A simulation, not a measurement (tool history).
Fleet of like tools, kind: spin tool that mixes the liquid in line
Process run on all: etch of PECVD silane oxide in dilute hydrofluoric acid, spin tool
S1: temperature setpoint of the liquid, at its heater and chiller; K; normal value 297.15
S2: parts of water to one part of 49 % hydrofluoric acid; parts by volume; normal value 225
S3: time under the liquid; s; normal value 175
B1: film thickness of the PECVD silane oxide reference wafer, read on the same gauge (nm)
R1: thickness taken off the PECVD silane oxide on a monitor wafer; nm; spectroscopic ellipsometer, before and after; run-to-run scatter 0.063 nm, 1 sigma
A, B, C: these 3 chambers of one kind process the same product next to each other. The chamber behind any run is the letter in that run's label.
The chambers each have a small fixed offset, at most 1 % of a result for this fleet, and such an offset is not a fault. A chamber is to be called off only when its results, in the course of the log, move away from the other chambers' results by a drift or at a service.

Run 1A, hour 3.9: usual settings; B1 100.020. Result: R1 12.264 nm.
Run 2B, hour 11.7: usual settings; B1 99.992. Result: R1 12.270 nm.
Run 3C, hour 19.7: usual settings; B1 100.020. Result: R1 12.460 nm.
Run 4B, hour 27.9: usual settings; B1 100.000. Result: R1 12.454 nm.
Run 5C, hour 33.3: usual settings; B1 99.998. Result: R1 12.408 nm.
Run 6A, hour 37.1: usual settings; B1 100.010. Result: R1 12.225 nm.
Run 7B, hour 43.9: usual settings; B1 100.010. Result: R1 12.172 nm.
Run 8A, hour 49.3: usual settings; B1 99.995. Result: R1 12.295 nm.
Run 9C, hour 57.5: usual settings; B1 99.994. Result: R1 12.375 nm.
Run 10C, hour 61.8: usual settings; B1 100.000. Result: R1 12.373 nm.
Run 11B, hour 66.6: usual settings; B1 99.956. Result: R1 11.980 nm.
Run 12A, hour 72.1: usual settings; B1 99.975. Result: R1 12.219 nm.
Run 13C, hour 80.7: usual settings; B1 99.970. Result: R1 12.445 nm.
Run 14B, hour 84.7: usual settings; B1 99.985. Result: R1 11.987 nm.
Run 15A, hour 93.0: usual settings; B1 99.993. Result: R1 12.282 nm.
Run 16C, hour 97.6: usual settings; B1 99.980. Result: R1 12.362 nm.
Run 17B, hour 106.2: usual settings but S1 292.65 K, S2 190 parts by volume; B1 99.996. Result: R1 12.203 nm.
Run 18A, hour 110.0: usual settings but S1 292.65 K, S2 190 parts by volume; B1 99.978. Result: R1 12.600 nm.
Run 19B, hour 117.6: usual settings but S1 292.65 K, S2 190 parts by volume; B1 100.010. Result: R1 12.034 nm.
Run 20A, hour 122.7: usual settings but S1 300.15 K, S3 260 s; B1 100.000. Result: R1 20.382 nm.
Run 21C, hour 128.4: usual settings but S1 300.15 K, S3 260 s; B1 100.000. Result: R1 20.503 nm.

Is one chamber off against the others, does the gauge drift, or is nothing wrong? If a chamber is off, say which, and what the likeliest cause is.

Little by little, chamber B moves away from the other chambers.
Cause: hydrofluoric acid flow below the setpoint (%) = 5.17.
From this log alone, it may not be told apart from: liquid colder than its thermometer reads (K).

Which of the 4 candidates below, each the usual settings with something changed and its results left as question marks, puts chamber B back in line with what the other chambers give on the usual settings?
To be in line, a result may differ from the other chambers' mean on the usual settings by at most: R1 0.220 nm
Run 22B-1, hour 134.7: usual settings but S2 220 parts by volume. Result: R1 ?.
Run 22B-2, hour 134.7: usual settings but S3 170 s. Result: R1 ?.
Run 22B-3, hour 134.7: usual settings but S3 165 s. Result: R1 ?.
Run 22B-4, hour 134.7: usual settings but S2 220 parts by volume, S3 180 s. Result: R1 ?.

The other chambers' mean on the usual settings: R1 12.318 nm
  run      R1
22B-1  11.907
22B-2  11.247
22B-3  10.916
22B-4  12.247
22B-4 brings the chamber back in line.
